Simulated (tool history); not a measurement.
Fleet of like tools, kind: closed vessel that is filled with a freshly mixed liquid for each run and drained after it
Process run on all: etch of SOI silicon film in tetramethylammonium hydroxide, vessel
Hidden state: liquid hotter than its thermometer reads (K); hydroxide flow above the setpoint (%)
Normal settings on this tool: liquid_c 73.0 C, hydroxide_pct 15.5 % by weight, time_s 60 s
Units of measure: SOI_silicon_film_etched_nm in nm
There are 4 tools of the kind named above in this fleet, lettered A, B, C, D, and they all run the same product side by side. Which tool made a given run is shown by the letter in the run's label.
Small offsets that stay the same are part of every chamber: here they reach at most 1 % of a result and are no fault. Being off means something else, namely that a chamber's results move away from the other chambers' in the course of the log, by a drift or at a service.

run	hour	liquid_c	hydroxide_pct	time_s	hours since the thermometer was replaced	hours since the hydroxide flow meter was replaced	read-back film thickness of the SOI silicon film reference wafer, read on the same gauge (nm)	SOI_silicon_film_etched_nm
1C	9.1	73.0	15.5	60	541.4	108.4	99.982	407.69
2D	18.4	73.0	15.5	60	360.2	874.2	99.990	402.29
3B	27.7	73.0	15.5	60	813.5	459.5	99.972	400.99
# hour 37.2: chamber D: hydroxide flow meter replaced
4A	40.8	73.0	15.5	60	960.6	558.4	100.010	398.90
5B	52.1	73.0	15.5	60	837.9	483.9	99.978	405.63
6A	64.2	65.5	15.5	60	984.0	581.8	100.010	255.57
7D	77.8	65.5	15.5	60	419.6	40.7	100.030	257.18
8C	87.1	65.5	15.5	60	619.4	186.4	100.010	261.26
# hour 92.5: chamber C: thermometer replaced
9A	98.8	65.5	15.5	60	1018.6	616.4	99.982	258.64
10C	107.5	73.0	15.5	60	15.0	206.8	100.020	405.56
11B	116.6	73.0	15.5	60	902.4	548.4	100.040	395.10
12D	125.7	73.0	15.5	60	467.5	88.6	100.030	398.89
13D	137.6	73.0	15.5	60	479.4	100.5	100.000	409.31
14A	145.3	73.0	15.5	60	1065.1	662.9	100.020	393.83
15B	156.5	73.0	15.5	60	942.3	588.3	99.988	391.79
16C	167.9	73.0	15.5	60	75.4	267.2	100.000	400.31
17D	179.3	73.0	15.5	60	521.1	142.2	100.010	395.16
18C	190.2	73.0	15.5	60	97.7	289.5	99.978	392.94
19B	202.5	73.0	15.5	60	988.3	634.3	100.010	399.35
20A	215.6	73.0	15.5	60	1135.4	733.2	100.020	396.99
# hour 217.5: chamber B: thermometer replaced
21A	228.8	73.0	15.5	60	1148.6	746.4	99.992	399.98
22D	241.1	73.0	15.5	60	582.9	204.0	100.020	408.82
23C	249.0	73.0	15.5	60	156.5	348.3	100.020	404.33
24B	261.5	73.0	15.5	60	44.1	693.3	99.991	391.57
25D	267.9	73.0	15.5	30	609.7	230.8	100.010	200.08
26C	281.1	73.0	15.5	30	188.6	380.4	100.010	201.23
27A	289.8	73.0	15.5	30	1209.6	807.4	100.020	197.36
28B	303.2	73.0	15.5	30	85.8	735.0	100.020	200.75
29D	316.3	73.0	15.5	60	658.1	279.2	99.981	400.09
30C	329.1	73.0	15.5	60	236.6	428.4	100.020	393.01

Does one chamber stand apart from the rest, does the shared gauge drift, or is all well apart from small per-chamber offsets? Give the chamber and the most likely cause, where there is one.

The fleet is healthy, with each chamber sitting at its usual small offset and no drift in the gauge.
